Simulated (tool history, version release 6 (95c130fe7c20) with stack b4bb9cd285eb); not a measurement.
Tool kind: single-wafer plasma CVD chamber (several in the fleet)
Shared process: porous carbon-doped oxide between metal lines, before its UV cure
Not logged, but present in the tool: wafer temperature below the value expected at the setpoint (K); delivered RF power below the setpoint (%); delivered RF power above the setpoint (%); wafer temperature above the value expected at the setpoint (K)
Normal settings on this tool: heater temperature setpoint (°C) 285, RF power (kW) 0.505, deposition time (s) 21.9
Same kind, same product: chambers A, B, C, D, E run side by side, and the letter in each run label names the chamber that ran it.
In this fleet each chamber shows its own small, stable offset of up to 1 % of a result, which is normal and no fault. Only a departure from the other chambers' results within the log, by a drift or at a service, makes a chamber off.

| run | day | heater temperature setpoint (°C) | RF power (kW) | deposition time (s) | hours since the last thermocouple change | hours since the last RF generator calibration | read-back reference wafer on the same gauge, thickness_nm | mean film thickness on the monitor wafer (angstrom) |
|---|---|---|---|---|---|---|---|---|
| 1B | 0.371 | 285 | 0.505 | 21.9 | 247.4 | 2050.2 | 145.01 | 1314.8 |
| 2A | 0.875 | 285 | 0.505 | 21.9 | 653.4 | 924.8 | 145.12 | 1314.9 |
| 3D | 1.379 | 285 | 0.505 | 21.9 | 3266.7 | 610.5 | 144.92 | 1323.4 |
| 4C | 1.65 | 285 | 0.505 | 21.9 | 151.4 | 817 | 144.87 | 1332.4 |
| 5E | 1.896 | 285 | 0.505 | 21.9 | 1461.9 | 1234.5 | 145.18 | 1316.4 |
| 6D | 2.212 | 285 | 0.505 | 21.9 | 3286.7 | 630.5 | 145.05 | 1335.9 |
| 7B | 2.546 | 285 | 0.42 | 20.4 | 299.6 | 2102.4 | 144.86 | 1065.8 |
| 8C | 3.017 | 285 | 0.42 | 20.4 | 184.2 | 849.8 | 145.05 | 1091.5 |
| 9E | 3.4 | 285 | 0.42 | 20.4 | 1498 | 1270.6 | 144.97 | 1077.6 |
| 10A | 3.796 | 285 | 0.42 | 20.4 | 723.5 | 994.9 | 145.02 | 1084.8 |
| 11A | 4.246 | 285 | 0.42 | 20.4 | 734.3 | 1005.7 | 144.97 | 1077.2 |
| 12E | 4.667 | 285 | 0.505 | 21.9 | 1528.4 | 1301 | 144.98 | 1307.2 |
| 13B | 5.15 | 285 | 0.505 | 21.9 | 362.1 | 2164.9 | 144.99 | 1307.6 |
| 14D | 5.412 | 285 | 0.505 | 21.9 | 3363.5 | 707.3 | 144.92 | 1327.4 |
| 15C | 5.65 | 285 | 0.505 | 21.9 | 247.4 | 913 | 145.02 | 1323.5 |
|  | 5.742 | chamber D: thermocouple changed; heater temperature recalibrated |
| 16E | 6.054 | 285 | 0.505 | 21.9 | 1561.7 | 1334.3 | 145.04 | 1319.2 |
| 17C | 6.546 | 285 | 0.505 | 21.9 | 268.9 | 934.5 | 144.97 | 1324.7 |
|  | 6.571 | chamber B: RF generator calibrated |
| 18B | 6.912 | 285 | 0.505 | 21.9 | 404.4 | 8.2 | 145 | 1315.7 |
| 19A | 7.138 | 285 | 0.505 | 21.9 | 803.7 | 1075.1 | 145.1 | 1314.9 |
| 20D | 7.488 | 285 | 0.505 | 21.9 | 42 | 757.1 | 144.95 | 1329.2 |
| 21B | 7.917 | 285 | 0.505 | 21.9 | 428.5 | 32.3 | 145.07 | 1308.1 |
| 22A | 8.179 | 285 | 0.505 | 21.9 | 828.7 | 1100.1 | 144.96 | 1301.6 |
| 23C | 8.533 | 285 | 0.505 | 21.9 | 316.6 | 982.2 | 144.96 | 1331.3 |
| 24E | 8.883 | 285 | 0.505 | 21.9 | 1629.6 | 1402.2 | 145.14 | 1319.2 |
| 25D | 9.346 | 285 | 0.505 | 21.9 | 86.6 | 801.7 | 144.86 | 1329 |
| 26D | 9.825 | 285 | 0.505 | 21.9 | 98.1 | 813.2 | 144.91 | 1321 |
| 27C | 10.192 | 285 | 0.505 | 21.9 | 356.4 | 1022 | 145.01 | 1327.7 |
| 28E | 10.708 | 285 | 0.505 | 21.9 | 1673.4 | 1446 | 144.89 | 1314.5 |
|  | 10.9 | chamber E: RF generator calibrated |
| 29A | 11.175 | 285 | 0.505 | 21.9 | 900.6 | 1172 | 144.97 | 1299.7 |
| 30B | 11.412 | 285 | 0.505 | 21.9 | 512.4 | 116.2 | 145.03 | 1319.3 |
| 31B | 11.871 | 285 | 0.57 | 18.6 | 523.4 | 127.2 | 145.02 | 1213.9 |
| 32D | 12.296 | 285 | 0.57 | 18.6 | 157.4 | 872.5 | 145.05 | 1219 |
| 33E | 12.596 | 285 | 0.57 | 18.6 | 1718.7 | 40.8 | 145.21 | 1210.9 |
| 34A | 13.029 | 285 | 0.57 | 18.6 | 945.1 | 1216.5 | 144.97 | 1202.3 |
| 35C | 13.538 | 285 | 0.57 | 18.6 | 436.7 | 1102.3 | 144.96 | 1218.2 |
| 36A | 14.021 | 285 | 0.505 | 21.9 | 968.9 | 1240.3 | 145.04 | 1277 |
| 37B | 14.254 | 285 | 0.505 | 21.9 | 580.6 | 184.4 | 145.1 | 1311.1 |
| 38C | 14.692 | 285 | 0.505 | 21.9 | 464.4 | 1130 | 144.94 | 1337.9 |

Next, every chamber runs the same settings. What will each give?
| 39A | 15.062 | 285 | 0.505 | 21.9 |  |  |  | ? |
| 39B | 15.062 | 285 | 0.505 | 21.9 |  |  |  | ? |
| 39C | 15.062 | 285 | 0.505 | 21.9 |  |  |  | ? |
| 39D | 15.062 | 285 | 0.505 | 21.9 |  |  |  | ? |
| 39E | 15.062 | 285 | 0.505 | 21.9 |  |  |  | ? |

| run | mean film thickness on the monitor wafer (angstrom) |
|---|---|
| 39A | 1273.6 |
| 39B | 1311.4 |
| 39C | 1334 |
| 39D | 1328 |
| 39E | 1306.2 |
